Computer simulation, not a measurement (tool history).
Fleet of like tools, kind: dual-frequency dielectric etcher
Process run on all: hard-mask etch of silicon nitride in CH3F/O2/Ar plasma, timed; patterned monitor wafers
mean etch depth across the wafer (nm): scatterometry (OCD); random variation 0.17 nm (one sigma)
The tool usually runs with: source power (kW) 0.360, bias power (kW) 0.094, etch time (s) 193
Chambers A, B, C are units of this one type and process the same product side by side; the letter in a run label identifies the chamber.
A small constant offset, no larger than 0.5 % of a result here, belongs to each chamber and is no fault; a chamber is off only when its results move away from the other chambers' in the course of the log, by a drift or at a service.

run	hour	source power (kW)	bias power (kW)	etch time (s)	hours since the last wet clean	hours since the last source power generator calibration	hours since the last bias power generator calibration	read-back reference wafer on the same gauge, depth_nm	mean etch depth across the wafer (nm)
1B	10.6	0.360	0.094	193	221.7	1286.6	360.0	145.98	142.93
2A	23.2	0.360	0.094	193	278.3	908.9	1984.9	145.95	142.32
3C	32.2	0.360	0.094	193	275.1	267.4	3004.2	145.92	142.86
4A	41.8	0.360	0.094	193	296.9	927.5	2003.5	145.94	142.40
5B	49.5	0.360	0.094	193	260.6	1325.5	398.9	145.85	142.88
6C	56.0	0.360	0.094	193	298.9	291.2	3028.0	145.84	142.64
7C	66.3	0.440	0.082	193	309.2	301.5	3038.3	145.78	146.52
8A	75.7	0.440	0.082	193	330.8	961.4	2037.4	145.77	146.13
9B	88.4	0.440	0.082	193	299.5	1364.4	437.8	145.75	146.82
10B	100.3	0.360	0.094	193	311.4	1376.3	449.7	145.69	142.63
11A	106.5	0.360	0.094	193	361.6	992.2	2068.2	145.72	142.22
12C	112.8	0.360	0.094	193	355.7	348.0	3084.8	145.68	142.47
13C	118.5	0.360	0.094	193	361.4	353.7	3090.5	145.68	142.60
14B	125.2	0.360	0.094	193	336.3	1401.2	474.6	145.68	142.47
# hour 132.4: chamber A: wet clean of the chamber
15A	132.7	0.360	0.094	193	0.4	1018.4	2094.4	145.58	141.89
16A	138.8	0.360	0.094	193	6.5	1024.5	2100.5	145.63	141.93
# hour 150.0: chamber B: wet clean of the chamber
17C	151.1	0.360	0.094	193	394.0	386.3	3123.1	145.55	142.49
18B	159.9	0.360	0.094	193	10.0	1435.9	509.3	145.56	142.62
19B	165.5	0.360	0.094	193	15.6	1441.5	514.9	145.52	142.43
20A	171.9	0.360	0.094	193	39.6	1057.6	2133.6	145.55	142.11
21C	181.8	0.360	0.094	193	424.7	417.0	3153.8	145.52	142.53
22C	187.7	0.360	0.094	193	430.6	422.9	3159.7	145.50	142.32
23A	196.8	0.360	0.094	193	64.5	1082.5	2158.5	145.46	141.99
24B	208.6	0.360	0.094	193	58.7	1484.6	558.0	145.45	142.30
25A	220.9	0.360	0.094	193	88.6	1106.6	2182.6	145.38	141.95
26B	232.7	0.360	0.094	193	82.8	1508.7	582.1	145.40	142.17
27C	239.0	0.360	0.094	193	481.9	474.2	3211.0	145.37	142.03
28C	248.0	0.360	0.094	193	490.9	483.2	3220.0	145.32	141.99
29A	256.7	0.360	0.094	193	124.4	1142.4	2218.4	145.32	141.82

Next, every chamber runs the same settings. What will each give?
30A	265.8	0.360	0.084	193					?
30B	265.8	0.360	0.084	193					?
30C	265.8	0.360	0.084	193					?

run	mean etch depth across the wafer (nm)
30A	136.25
30B	136.51
30C	136.52
